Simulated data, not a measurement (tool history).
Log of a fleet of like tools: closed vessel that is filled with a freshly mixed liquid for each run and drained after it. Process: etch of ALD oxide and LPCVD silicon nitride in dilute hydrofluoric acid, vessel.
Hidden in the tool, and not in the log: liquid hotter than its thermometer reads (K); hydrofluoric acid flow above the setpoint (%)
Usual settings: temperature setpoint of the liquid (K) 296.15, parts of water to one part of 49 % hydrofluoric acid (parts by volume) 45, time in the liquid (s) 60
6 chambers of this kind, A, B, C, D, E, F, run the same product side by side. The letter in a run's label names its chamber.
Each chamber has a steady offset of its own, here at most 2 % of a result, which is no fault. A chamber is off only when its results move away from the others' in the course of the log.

run,hour,temperature setpoint of the liquid (K),parts of water to one part of 49 % hydrofluoric acid (parts by volume),time in the liquid (s),hours since the thermometer was replaced,hours since the hydrofluoric acid flow meter was replaced,"read-back film thickness of the ALD oxide reference wafer, read on the same gauge (nm)","read-back film thickness of the LPCVD silicon nitride reference wafer, read on the same gauge (nm)",thickness taken off the ALD oxide on a monitor wafer (angstrom),thickness taken off the LPCVD silicon nitride on a monitor wafer (angstrom)
# hour 0.6: chamber D: hydrofluoric acid flow meter replaced
1F,11.7,296.15,45,60,131.8,468.7,29.987,80.015,382.21,6.2796
2C,24.0,296.15,45,60,182.2,962.4,29.977,80.007,384.81,6.0328
3D,33.2,296.15,45,60,215.5,32.7,29.997,80.008,393.83,6.0594
4E,45.4,296.15,45,60,1270.1,195.8,29.994,79.986,393.86,5.7501
5A,51.9,296.15,45,60,649.0,823.2,29.989,80.019,384.73,6.0540
6B,59.5,296.15,45,60,831.1,603.4,30.004,80.016,397.37,5.7549
7C,65.1,296.15,45,60,223.3,1003.5,30.017,79.978,384.60,6.0112
8D,76.5,296.15,45,60,258.8,76.0,29.995,80.016,403.77,6.2357
9A,85.9,296.15,45,60,683.0,857.2,29.988,79.987,385.82,5.8777
10B,94.4,296.15,45,60,866.0,638.3,30.004,79.995,398.90,5.7314
11F,100.6,296.15,45,60,220.7,557.6,29.996,79.990,388.68,5.8113
12E,110.8,296.15,45,60,1335.5,261.2,29.985,80.014,382.60,6.2771
13A,120.2,296.15,45,60,717.3,891.5,29.994,80.011,387.70,6.0042
14C,132.8,296.15,45,60,291.0,1071.2,30.005,80.014,383.99,6.2270
15E,145.3,296.15,45,60,1370.0,295.7,29.984,80.000,396.05,5.9321
16D,157.3,296.15,45,60,339.6,156.8,30.000,79.993,392.91,5.7996
17F,169.8,296.15,45,60,289.9,626.8,29.983,80.013,383.89,6.0235
18B,176.1,296.15,45,60,947.7,720.0,29.991,79.990,391.88,6.3847
19B,186.7,299.15,45,35,958.3,730.6,30.003,80.030,259.94,4.5904
20A,192.3,299.15,45,35,789.4,963.6,30.021,80.016,251.97,4.0603
21C,203.4,299.15,45,35,361.6,1141.8,30.010,79.998,253.69,4.4791
22D,214.7,299.15,45,35,397.0,214.2,29.983,79.992,263.85,4.2469
23E,220.6,299.15,45,35,1445.3,371.0,30.004,80.009,258.32,4.2721
24F,227.4,299.15,45,35,347.5,684.4,30.002,79.991,259.19,4.1908
25A,233.2,296.15,45,60,830.3,1004.5,30.001,79.988,383.40,6.2647
26F,239.6,296.15,45,60,359.7,696.6,30.007,80.003,388.38,6.1229
27C,247.3,296.15,45,60,405.5,1185.7,29.990,79.984,388.04,6.0984
28B,255.2,296.15,45,60,1026.8,799.1,30.009,79.996,391.53,6.1419
29D,265.3,296.15,45,60,447.6,264.8,30.006,79.990,385.11,5.8477
# hour 272.2: chamber E: thermometer replaced
30E,278.2,296.15,60,60,6.1,428.6,29.989,80.002,284.34,4.5649
31B,289.9,296.15,60,60,1061.5,833.8,29.977,80.007,287.43,4.6484
32A,301.8,296.15,60,60,898.9,1073.1,30.007,79.988,285.82,4.3342
33D,312.7,296.15,60,60,495.0,312.2,29.991,79.993,286.50,4.6015
34F,324.7,296.15,60,60,444.8,781.7,30.002,79.997,284.45,4.3938
35C,337.3,296.15,60,60,495.5,1275.7,30.023,79.991,287.70,4.7477
36E,344.1,296.15,45,60,72.0,494.5,29.984,80.008,389.16,5.7194
37D,352.1,299.15,55,60,534.4,351.6,29.982,80.022,360.39,6.1271
38B,357.8,299.15,55,60,1129.4,901.7,29.997,80.002,355.66,6.1310
39F,366.7,299.15,55,60,486.8,823.7,30.021,80.000,355.81,6.2735
# hour 368.1: chamber E: hydrofluoric acid flow meter replaced
40C,373.8,299.15,55,60,532.0,1312.2,29.976,79.997,354.26,5.7913
41E,380.5,299.15,55,60,108.4,12.4,29.991,80.014,351.42,6.3082

All 6 chambers run these settings next. Forecast each chamber's results:
42A,389.8,296.15,30,60,,,,,?,?
42B,389.8,296.15,30,60,,,,,?,?
42C,389.8,296.15,30,60,,,,,?,?
42D,389.8,296.15,30,60,,,,,?,?
42E,389.8,296.15,30,60,,,,,?,?
42F,389.8,296.15,30,60,,,,,?,?

run,thickness taken off the ALD oxide on a monitor wafer (angstrom),thickness taken off the LPCVD silicon nitride on a monitor wafer (angstrom)
42A,581.30,9.6638
42B,586.13,8.9002
42C,585.35,8.2566
42D,602.46,8.7965
42E,602.60,8.8481
42F,595.70,8.5258
